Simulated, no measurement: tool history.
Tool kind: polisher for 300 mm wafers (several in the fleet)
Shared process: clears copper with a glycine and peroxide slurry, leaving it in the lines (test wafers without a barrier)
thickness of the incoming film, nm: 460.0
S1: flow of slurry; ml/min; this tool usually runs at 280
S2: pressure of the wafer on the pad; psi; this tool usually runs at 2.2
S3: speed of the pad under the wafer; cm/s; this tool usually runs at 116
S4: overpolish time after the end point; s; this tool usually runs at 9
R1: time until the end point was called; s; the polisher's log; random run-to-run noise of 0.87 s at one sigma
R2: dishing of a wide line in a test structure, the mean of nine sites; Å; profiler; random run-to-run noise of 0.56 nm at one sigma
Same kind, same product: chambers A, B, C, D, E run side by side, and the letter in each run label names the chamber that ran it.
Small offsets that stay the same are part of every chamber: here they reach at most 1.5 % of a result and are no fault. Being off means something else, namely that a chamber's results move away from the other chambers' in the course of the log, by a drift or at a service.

run	day	S1	S2	S3	S4	R1	R2
# day 0.029: chamber D: worn pad replaced by a new one
1A	0.196	280	2.2	116	9	81.937	341.24
2D	0.488	280	2.2	116	9	81.128	336.57
3C	0.675	280	2.2	116	9	83.298	341.12
# day 0.696: chamber A: slurry nozzle cleaned
# day 0.733: chamber D: slurry nozzle cleaned
# day 0.754: chamber E: slurry nozzle cleaned
4E	0.871	280	2.2	116	9	82.484	348.50
5B	1.058	280	2.2	116	9	82.931	349.53
6C	1.350	280	2.2	116	9	83.509	335.64
7D	1.725	280	2.2	116	9	82.908	340.70
8B	2.033	280	2.9	116	9	67.364	412.65
# day 2.196: chamber A: worn pad replaced by a new one
9E	2.458	280	2.9	116	9	64.957	420.08
10A	2.688	280	2.9	116	9	66.122	432.06
11E	3.079	280	2.9	116	9	65.251	426.42
12D	3.317	280	2.9	116	9	65.370	420.78
# day 3.483: chamber E: worn pad replaced by a new one
13C	3.642	280	2.2	78	9	114.870	265.54
# day 3.758: chamber C: worn pad replaced by a new one
# day 3.762: chamber A: head pressure recalibrated
# day 3.883: chamber B: worn pad replaced by a new one
14A	3.912	280	2.2	78	9	105.660	282.21
15B	4.246	280	2.2	78	9	113.110	263.79
16A	4.442	280	2.2	78	9	108.690	287.70
# day 4.479: chamber D: head pressure recalibrated
17B	4.696	280	2.2	78	9	114.810	260.65
# day 4.767: chamber D: worn pad replaced by a new one
18D	4.896	320	2.2	116	4	80.885	166.32
# day 5.125: chamber A: worn pad replaced by a new one
19C	5.158	320	2.2	116	4	83.839	166.47
20E	5.579	320	2.2	116	4	79.212	169.42
21C	5.925	320	2.2	116	4	82.619	165.31
22B	6.333	320	2.2	116	4	82.960	165.69
23D	6.546	280	2.2	116	9	80.061	347.48
24E	6.904	280	2.2	116	9	82.502	341.47
25A	7.238	280	2.2	116	9	77.659	361.82
# day 7.417: chamber C: worn pad replaced by a new one
26A	7.550	280	2.2	116	9	77.612	370.81
27C	7.883	280	2.2	116	9	83.987	347.22
# day 7.904: chamber B: worn pad replaced by a new one
28E	8.229	280	2.2	116	9	83.134	347.81
# day 8.433: chamber D: worn pad replaced by a new one
29B	8.475	280	2.2	116	11	82.044	413.83
30D	8.683	280	2.2	116	11	81.251	409.66
31B	8.929	280	2.2	116	11	82.694	402.05
32C	9.142	280	2.2	116	11	84.545	418.63

Has any chamber moved away from the others, gradually or after a service, or does the common gauge drift, or do the chambers differ only by their own small steady offsets? State the chamber and the most likely cause if one applies.

The work done on chamber A during a service left it standing apart from the others.
What lies behind it: head's pressure above its setpoint, % = 8.53.

Which of the 4 candidates below, each the usual settings with something changed and its results left as question marks, puts chamber A back in line with what the other chambers give on the usual settings?
A result is in line if it is within this distance of the other chambers' mean on the usual settings: R1 3.000 s; R2 19.00 Å
33A-1	9.446	280	2.3	120	9	?	?
33A-2	9.446	280	2.1	112	9	?	?
33A-3	9.446	285	2.4	124	9	?	?
33A-4	9.446	275	2.0	108	9	?	?

Average result of the remaining chambers running the usual settings: R1 82.789 s; R2 345.05 Å
run	R1	R2
33A-1	72.822	381.39
33A-2	83.044	340.71
33A-3	68.250	402.92
33A-4	89.078	320.55
With 33A-2, the chamber falls back in line with the rest.
